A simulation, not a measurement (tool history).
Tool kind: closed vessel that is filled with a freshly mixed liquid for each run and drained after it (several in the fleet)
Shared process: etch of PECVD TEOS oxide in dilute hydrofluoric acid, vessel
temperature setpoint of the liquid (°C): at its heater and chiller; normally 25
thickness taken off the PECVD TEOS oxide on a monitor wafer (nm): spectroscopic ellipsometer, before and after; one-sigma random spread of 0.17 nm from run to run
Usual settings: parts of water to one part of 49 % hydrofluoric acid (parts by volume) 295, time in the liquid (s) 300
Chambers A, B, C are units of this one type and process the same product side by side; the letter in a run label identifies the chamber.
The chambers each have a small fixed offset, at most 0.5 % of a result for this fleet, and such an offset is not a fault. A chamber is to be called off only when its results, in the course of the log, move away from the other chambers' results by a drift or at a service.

run,hour,temperature setpoint of the liquid (°C),parts of water to one part of 49 % hydrofluoric acid (parts by volume),time in the liquid (s),"read-back film thickness of the PECVD TEOS oxide reference wafer, read on the same gauge (nm)",thickness taken off the PECVD TEOS oxide on a monitor wafer (nm)
1B,2.1,25,295,300,149.99,19.632
2C,4.1,25,295,300,150.01,19.290
3A,7.0,25,295,300,150.01,19.630
4A,10.9,25,295,300,149.99,20.024
5B,14.2,25,295,300,149.99,19.602
6C,18.3,25,295,300,150.02,19.462
7C,21.5,25,295,420,150.00,27.064
8B,23.8,25,295,420,149.98,27.334
9A,26.5,25,295,420,150.01,27.172
# hour 27.2: chamber A: hydrofluoric acid flow meter replaced
10A,28.9,25,295,300,149.98,19.292
11B,32.4,25,295,300,150.01,19.631
12C,36.4,25,295,300,150.00,19.564
13B,39.4,25,295,300,150.01,19.438
14C,42.6,25,420,355,150.01,14.356
15A,46.7,25,420,355,149.99,14.387
16B,50.8,25,420,355,149.99,14.381
17A,55.0,25,295,300,150.00,19.763
18C,58.6,25,295,300,149.99,19.564
19C,60.8,25,295,300,150.00,19.318
20A,64.7,25,295,300,149.99,19.944
21B,66.7,25,295,300,149.99,19.739
22B,69.1,25,295,300,149.99,19.460
23C,72.4,25,295,300,150.02,18.949
24A,75.5,25,295,300,150.02,19.778
25B,78.3,25,295,300,149.98,19.464
26A,81.7,25,295,300,150.00,20.428
27C,85.5,25,295,300,149.99,19.618
28A,89.6,25,295,300,150.02,20.163
29B,93.3,25,295,300,150.01,19.746
30C,95.5,25,295,300,150.00,19.516
31A,97.8,25,295,300,149.97,20.088
32C,100.0,25,295,300,150.01,19.472
33B,103.3,29,165,300,149.98,45.538
34B,107.5,29,165,300,150.01,46.493
35C,111.5,29,165,300,150.01,45.759
36A,115.1,25,295,300,150.00,20.601

Next, all 3 chambers run the settings below, one line each with question marks for the results. What does each chamber give?
37A,118.1,25,215,300,,?
37B,118.1,25,215,300,,?
37C,118.1,25,215,300,,?

run,thickness taken off the PECVD TEOS oxide on a monitor wafer (nm)
37A,31.239
37B,29.382
37C,28.800

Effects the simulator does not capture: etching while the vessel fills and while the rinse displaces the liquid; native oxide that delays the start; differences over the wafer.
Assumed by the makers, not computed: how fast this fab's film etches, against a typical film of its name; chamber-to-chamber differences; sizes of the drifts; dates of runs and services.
